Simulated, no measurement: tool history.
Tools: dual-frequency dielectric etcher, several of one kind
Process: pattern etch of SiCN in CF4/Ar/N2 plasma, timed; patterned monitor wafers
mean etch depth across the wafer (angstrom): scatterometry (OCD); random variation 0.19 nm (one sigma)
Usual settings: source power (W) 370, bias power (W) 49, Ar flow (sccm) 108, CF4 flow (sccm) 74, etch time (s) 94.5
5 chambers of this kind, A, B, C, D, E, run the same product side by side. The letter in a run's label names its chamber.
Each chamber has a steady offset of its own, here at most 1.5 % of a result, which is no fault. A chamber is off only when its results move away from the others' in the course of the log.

run   hour  source power (W)  bias power (W)  Ar flow (sccm)  CF4 flow (sccm)  etch time (s)  hours since the last wet clean  hours since the last source power generator calibration  hours since the last bias power generator calibration  hours since the last Ar flow controller change  hours since the last CF4 flow controller change  read-back reference wafer on the same gauge, depth_nm  mean etch depth across the wafer (angstrom)
 1C    8.7               370              49             108               74           94.5                           217.6                                                    840.7                                                 3362.0                                          2323.9                                            554.5                                                 48.239                                       592.41
 2A   24.2               370              49             108               74           94.5                           151.8                                                   3618.4                                                 2831.3                                          3321.1                                           1846.5                                                 48.200                                       602.41
 3B   33.2               370              49             108               74           94.5                           190.0                                                    575.5                                                 1201.0                                          1513.2                                           3333.9                                                 48.205                                       604.46
 4E   44.5               370              49             108               74           94.5                           272.2                                                   3744.6                                                  879.8                                          1790.5                                           1998.0                                                 48.212                                       597.48
 5D   59.0               370              44             108               74           94.5                           361.8                                                    854.8                                                 1006.8                                          1082.5                                           3297.5                                                 48.213                                       579.93
 6A   70.5               370              44             108               74           94.5                           198.1                                                   3664.7                                                 2877.6                                          3367.4                                           1892.8                                                 48.187                                       579.79
 7C   81.4               370              44             108               74           94.5                           290.3                                                    913.4                                                 3434.7                                          2396.6                                            627.2                                                 48.213                                       571.53
 8E   94.5               370              44             108               74           94.5                           322.2                                                   3794.6                                                  929.8                                          1840.5                                           2048.0                                                 48.243                                       577.42
     104.1  -- chamber D: wet clean of the chamber
 9D  104.8               370              44             108               74           94.5                             0.7                                                    900.6                                                 1052.6                                          1128.3                                           3343.3                                                 48.230                                       579.66
10B  112.0               370              49             108               74           94.5                           268.8                                                    654.3                                                 1279.8                                          1592.0                                           3412.7                                                 48.192                                       606.21
11C  122.9               370              49             108               74           94.5                           331.8                                                    954.9                                                 3476.2                                          2438.1                                            668.7                                                 48.207                                       591.89
12E  137.5               370              49             108               74           94.5                           365.2                                                   3837.6                                                  972.8                                          1883.5                                           2091.0                                                 48.193                                       599.42
     148.0  -- chamber A: source power generator calibrated
13A  151.0               370              49             129               81           94.5                           278.6                                                      3.1                                                 2958.1                                          3447.9                                           1973.3                                                 48.215                                       608.47
     153.5  -- chamber E: wet clean of the chamber
14B  160.5               370              49             129               81           94.5                           317.3                                                    702.8                                                 1328.3                                          1640.5                                           3461.2                                                 48.176                                       594.03
15D  169.5               370              49             129               81           94.5                            65.4                                                    965.3                                                 1117.3                                          1193.0                                           3408.0                                                 48.268                                       592.88
16A  183.0               370              49             129               81           94.5                           310.6                                                     35.1                                                 2990.1                                          3479.9                                           2005.3                                                 48.218                                       609.19
17D  192.0               370              49             129               81           94.5                            87.9                                                    987.8                                                 1139.8                                          1215.5                                           3430.5                                                 48.187                                       591.46
18B  200.0               370              49             108               74           94.5                           356.8                                                    742.3                                                 1367.8                                          1680.0                                           3500.7                                                 48.218                                       605.04
19E  213.3               370              49             108               74           94.5                            59.9                                                   3913.4                                                 1048.6                                          1959.3                                           2166.8                                                 48.218                                       597.70
     221.2  -- chamber C: wet clean of the chamber
20C  222.9               370              49             108               74           94.5                             1.8                                                   1054.9                                                 3576.2                                          2538.1                                            768.7                                                 48.209                                       591.98
21E  232.8               370              49             108               74           94.5                            79.4                                                   3932.9                                                 1068.1                                          1978.8                                           2186.3                                                 48.204                                       596.00
22B  245.3               370              49             108               74           94.5                           402.1                                                    787.6                                                 1413.1                                          1725.3                                           3546.0                                                 48.217                                       603.18
23D  253.9               370              49             108               74           94.5                           149.8                                                   1049.7                                                 1201.7                                          1277.4                                           3492.4                                                 48.173                                       599.26
24A  269.2               370              49             108               74           94.5                           396.8                                                    121.3                                                 3076.3                                          3566.1                                           2091.5                                                 48.238                                       620.72
25C  284.6               370              53             108               74          108.5                            63.5                                                   1116.6                                                 3637.9                                          2599.8                                            830.4                                                 48.222                                       694.46
     293.9  -- chamber B: wet clean of the chamber
26E  297.6               370              53             108               74          108.5                           144.2                                                   3997.7                                                 1132.9                                          2043.6                                           2251.1                                                 48.196                                       700.19
27A  306.3               370              53             108               74          108.5                           433.9                                                    158.4                                                 3113.4                                          3603.2                                           2128.6                                                 48.220                                       727.89
28B  318.0               370              53             108               74          108.5                            24.1                                                    860.3                                                 1485.8                                          1798.0                                           3618.7                                                 48.173                                       714.04
29C  325.6               370              53             108               74          108.5                           104.5                                                   1157.6                                                 3678.9                                          2640.8                                            871.4                                                 48.212                                       693.11
30D  337.1               370              49             108               74           94.5                           233.0                                                   1132.9                                                 1284.9                                          1360.6                                           3575.6                                                 48.231                                       600.56
31D  344.7               370              49             108               74           94.5                           240.6                                                   1140.5                                                 1292.5                                          1368.2                                           3583.2                                                 48.194                                       602.82
32E  359.0               370              49             108               74           94.5                           205.6                                                   4059.1                                                 1194.3                                          2105.0                                           2312.5                                                 48.235                                       599.39
33B  374.2               370              49             108               74           94.5                            80.3                                                    916.5                                                 1542.0                                          1854.2                                           3674.9                                                 48.151                                       605.04
34C  386.4               370              49             108               74           94.5                           165.3                                                   1218.4                                                 3739.7                                          2701.6                                            932.2                                                 48.206                                       587.48

What goes on in this fleet: one chamber off, a drifting gauge, or nothing beyond the chambers' own small offsets? Name the chamber and the cause, if any.

A service left chamber A off against the others.
Cause: source power that arrives over what is set, % = 3.28.

Here are 4 candidates for chamber A's next run, each the usual settings with a change, their results left as question marks. Which one brings its results back in line with what the others give on the usual settings?
In line means no further than this from the other chambers' mean on the usual settings: mean etch depth across the wafer (angstrom) 6.70
35A-1  397.8               370              49             108               74           93.5                                                                                                                                                                                                                                                                                                                                                    ?
35A-2  397.8               370              49             108               74           97.5                                                                                                                                                                                                                                                                                                                                                    ?
35A-3  397.8               370              49             108               74           95.5                                                                                                                                                                                                                                                                                                                                                    ?
35A-4  397.8               370              49             108               74           91.5                                                                                                                                                                                                                                                                                                                                                    ?

The other chambers' mean on the usual settings: mean etch depth across the wafer (angstrom) 598.29
  run  mean etch depth across the wafer (angstrom)
35A-1                                       611.91
35A-2                                       638.08
35A-3                                       625.00
35A-4                                       598.82
35A-4 brings the chamber back in line.

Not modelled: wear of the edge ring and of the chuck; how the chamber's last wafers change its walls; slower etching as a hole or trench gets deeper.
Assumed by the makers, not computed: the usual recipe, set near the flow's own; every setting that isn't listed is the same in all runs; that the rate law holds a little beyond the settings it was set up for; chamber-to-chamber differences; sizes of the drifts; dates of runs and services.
